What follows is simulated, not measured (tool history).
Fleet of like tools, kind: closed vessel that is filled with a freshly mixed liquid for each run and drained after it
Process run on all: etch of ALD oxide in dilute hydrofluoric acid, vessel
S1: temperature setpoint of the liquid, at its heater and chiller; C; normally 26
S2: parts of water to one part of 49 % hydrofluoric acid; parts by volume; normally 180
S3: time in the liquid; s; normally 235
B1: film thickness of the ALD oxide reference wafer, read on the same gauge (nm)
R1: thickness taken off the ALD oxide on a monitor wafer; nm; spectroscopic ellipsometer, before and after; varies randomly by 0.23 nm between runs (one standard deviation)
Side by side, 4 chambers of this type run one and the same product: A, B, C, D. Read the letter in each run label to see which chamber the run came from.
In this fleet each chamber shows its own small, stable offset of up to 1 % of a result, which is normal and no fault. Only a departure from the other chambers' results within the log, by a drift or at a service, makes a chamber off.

run,hour,S1,S2,S3,B1,R1
1B,3.7,26,180,235,100.01,24.257
2D,6.2,26,180,235,100.03,25.255
3C,9.4,26,180,235,99.966,24.686
4A,12.7,26,180,235,99.938,24.178
5B,14.6,26,180,235,100.02,24.449
6A,16.9,26,180,235,100.01,24.36
7D,19.5,26,260,325,99.996,22.195
8C,22.3,26,260,325,99.969,21.605
9B,26.1,26,260,325,100.03,21.408
10C,28.8,26,260,325,99.997,21.333
11D,30.9,26,180,235,99.999,25.103
12A,32.9,26,180,235,99.972,24.955
13D,35.8,26,180,235,99.997,24.817
14A,38.6,26,180,235,99.969,24.621
15C,41.1,28.5,180,190,100.01,21.742
16B,43.1,28.5,180,190,100,22.044
17D,46.9,28.5,180,190,99.988,21.887
18A,48.9,28.5,180,190,99.975,21.765
19B,52.7,26,180,235,100.01,25.618
20C,56.8,26,180,235,99.957,24.704
21A,59.4,24,125,235,100.02,35.177
22D,62.4,24,125,235,100.06,35.527
23C,65,24,125,235,99.971,35.094
24B,67.2,24,125,235,100.01,36.154
25B,70.3,26,180,235,99.994,25.252
26D,72.5,26,100,235,99.997,49.239
27A,75.4,26,100,235,99.968,48.852
28C,77.6,26,100,235,99.958,49.439
29B,79.8,26,100,235,100.02,50.13
30C,83.8,26,180,235,100.02,24.671
31A,87.4,26,180,235,100.03,24.631
32D,91,26,180,115,100.02,12.175
33A,93.2,26,180,115,99.99,12.014
34D,95.4,26,180,115,99.983,12.332
35C,98.5,26,180,115,99.993,12.11
36B,102.4,26,180,235,99.984,26.096
37D,104.4,26,180,235,100.04,25.048
38C,108.4,26,180,235,99.977,24.473
39A,111.1,26,180,235,99.956,24.788
40B,114.2,26,180,235,99.975,26.955
41A,117.4,26,180,235,99.992,24.074
42B,119.6,26,180,235,99.983,26.868
43D,121.5,26,180,235,99.974,24.937

The same settings go to every chamber for the next run, one line per chamber below. Forecast the results for each:
44A,124.6,26,180,290,,?
44B,124.6,26,180,290,,?
44C,124.6,26,180,290,,?
44D,124.6,26,180,290,,?

run,R1
44A,30.326
44B,33.147
44C,30.809
44D,31.559
